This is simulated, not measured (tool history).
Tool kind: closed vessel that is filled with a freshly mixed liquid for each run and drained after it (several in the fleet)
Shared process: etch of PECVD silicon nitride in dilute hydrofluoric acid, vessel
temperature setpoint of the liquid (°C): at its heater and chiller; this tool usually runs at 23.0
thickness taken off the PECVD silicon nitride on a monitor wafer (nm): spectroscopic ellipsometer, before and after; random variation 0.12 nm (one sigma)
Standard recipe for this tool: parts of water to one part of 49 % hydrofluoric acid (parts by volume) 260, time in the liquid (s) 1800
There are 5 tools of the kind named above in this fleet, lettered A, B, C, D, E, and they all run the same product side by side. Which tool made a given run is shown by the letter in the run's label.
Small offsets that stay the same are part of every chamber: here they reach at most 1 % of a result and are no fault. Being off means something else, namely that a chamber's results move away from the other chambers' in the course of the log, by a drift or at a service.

run   hour  temperature setpoint of the liquid (°C)  parts of water to one part of 49 % hydrofluoric acid (parts by volume)  time in the liquid (s)  read-back film thickness of the PECVD silicon nitride reference wafer, read on the same gauge (nm)  thickness taken off the PECVD silicon nitride on a monitor wafer (nm)
 1E    6.2                                     23.0                                                                     260                    1800                                                                                              79.994                                                                15.1620
 2C   12.6                                     23.0                                                                     260                    1800                                                                                              80.007                                                                15.2170
 3A   17.6                                     23.0                                                                     260                    1800                                                                                              79.997                                                                15.4220
 4D   24.5                                     23.0                                                                     260                    1800                                                                                              80.004                                                                15.2670
 5B   28.8                                     25.0                                                                     260                    2295                                                                                              80.003                                                                22.1380
 6C   37.0                                     25.0                                                                     260                    2295                                                                                              79.983                                                                22.1720
 7B   41.0                                     25.0                                                                     260                    2295                                                                                              80.008                                                                21.8760
 8E   49.5                                     25.0                                                                     260                    2295                                                                                              80.009                                                                22.0670
 9A   53.9                                     25.0                                                                     260                    2295                                                                                              80.044                                                                22.2330
10D   59.2                                     23.0                                                                     260                    1800                                                                                              79.972                                                                15.3770
11B   68.5                                     23.0                                                                     260                    1800                                                                                              79.992                                                                15.2020
      70.8  -- chamber A: thermometer replaced
12D   73.8                                     23.0                                                                     260                    1800                                                                                              80.015                                                                15.4990
      78.4  -- chamber B: hydrofluoric acid flow meter replaced
13C   82.9                                     23.0                                                                     260                    1800                                                                                              79.971                                                                15.5390
14E   87.7                                     23.0                                                                     260                    1800                                                                                              80.020                                                                15.5380
      90.5  -- chamber A: hydrofluoric acid flow meter replaced
15A   93.5                                     23.0                                                                     260                    1800                                                                                              79.997                                                                15.6900
16E  102.0                                     23.0                                                                     260                    1800                                                                                              79.999                                                                15.3050
17D  111.3                                     23.0                                                                     260                    1800                                                                                              80.007                                                                15.5160
18A  118.7                                     20.5                                                                     175                    1800                                                                                              80.008                                                                19.2540
19B  125.1                                     20.5                                                                     175                    1800                                                                                              80.036                                                                19.5490
20C  131.8                                     20.5                                                                     175                    1800                                                                                              79.990                                                                19.3670
21C  137.9                                     20.5                                                                     175                    1800                                                                                              79.964                                                                19.1990
22B  142.9                                     20.5                                                                     175                    1800                                                                                              80.024                                                                19.7110
23D  149.5                                     23.0                                                                     260                    1800                                                                                              80.007                                                                15.5530
24E  153.8                                     23.0                                                                     345                    1160                                                                                              80.005                                                                 7.4155
25A  159.1                                     23.0                                                                     345                    1160                                                                                              79.982                                                                 7.5179
26B  167.3                                     23.0                                                                     345                    1160                                                                                              80.023                                                                 7.7187
27D  172.7                                     23.0                                                                     345                    1160                                                                                              80.013                                                                 7.6084
28C  178.4                                     23.0                                                                     345                    1160                                                                                              80.005                                                                 7.5662
29E  184.5                                     23.0                                                                     260                    1800                                                                                              79.991                                                                15.3700
30A  189.7                                     23.0                                                                     260                    1800                                                                                              80.028                                                                15.4320
31B  194.4                                     23.0                                                                     260                    1800                                                                                              80.033                                                                16.1660
32E  200.4                                     23.0                                                                     260                    1800                                                                                              80.016                                                                15.2020
33D  206.6                                     23.0                                                                     260                    1800                                                                                              80.007                                                                15.6160
34A  213.2                                     23.0                                                                     260                    1800                                                                                              79.960                                                                15.3800
35C  221.4                                     23.0                                                                     260                    1800                                                                                              80.014                                                                15.1730
36E  230.3                                     23.0                                                                     260                    1800                                                                                              80.026                                                                15.1490
37C  235.4                                     23.0                                                                     260                    1800                                                                                              80.013                                                                15.4120
38D  241.4                                     23.0                                                                     175                    2235                                                                                              80.007                                                                28.0640
39B  247.1                                     23.0                                                                     175                    2235                                                                                              79.962                                                                30.7560

One chamber off, gauge drift, or nothing amiss beyond the chambers' own small offsets? If it is a chamber, which one, and what is the likeliest cause?

Chamber B drifts away from the others.
Likeliest cause: liquid hotter than its thermometer reads (K) = 1.48.

Here are 4 candidates for chamber B's next run, each the usual settings with a change, their results left as question marks. Which one brings its results back in line with what the others give on the usual settings?
Allowed miss from the other chambers' usual-settings mean, per result, to count as in line: thickness taken off the PECVD silicon nitride on a monitor wafer (nm) 0.4100
40B-1  253.8                                     23.5                                                                     245                    1940                                                                                                                                                                          ?
40B-2  253.8                                     23.0                                                                     270                    1725                                                                                                                                                                          ?
40B-3  253.8                                     22.5                                                                     275                    1670                                                                                                                                                                          ?
40B-4  253.8                                     23.5                                                                     260                    1910                                                                                                                                                                          ?

What the other chambers average on the usual settings: thickness taken off the PECVD silicon nitride on a monitor wafer (nm) 15.3610
  run  thickness taken off the PECVD silicon nitride on a monitor wafer (nm)
40B-1                                                                19.5680
40B-2                                                                15.3300
40B-3                                                                14.1350
40B-4                                                                18.1670
Change 40B-2 lands the chamber within the allowed miss of the other chambers.

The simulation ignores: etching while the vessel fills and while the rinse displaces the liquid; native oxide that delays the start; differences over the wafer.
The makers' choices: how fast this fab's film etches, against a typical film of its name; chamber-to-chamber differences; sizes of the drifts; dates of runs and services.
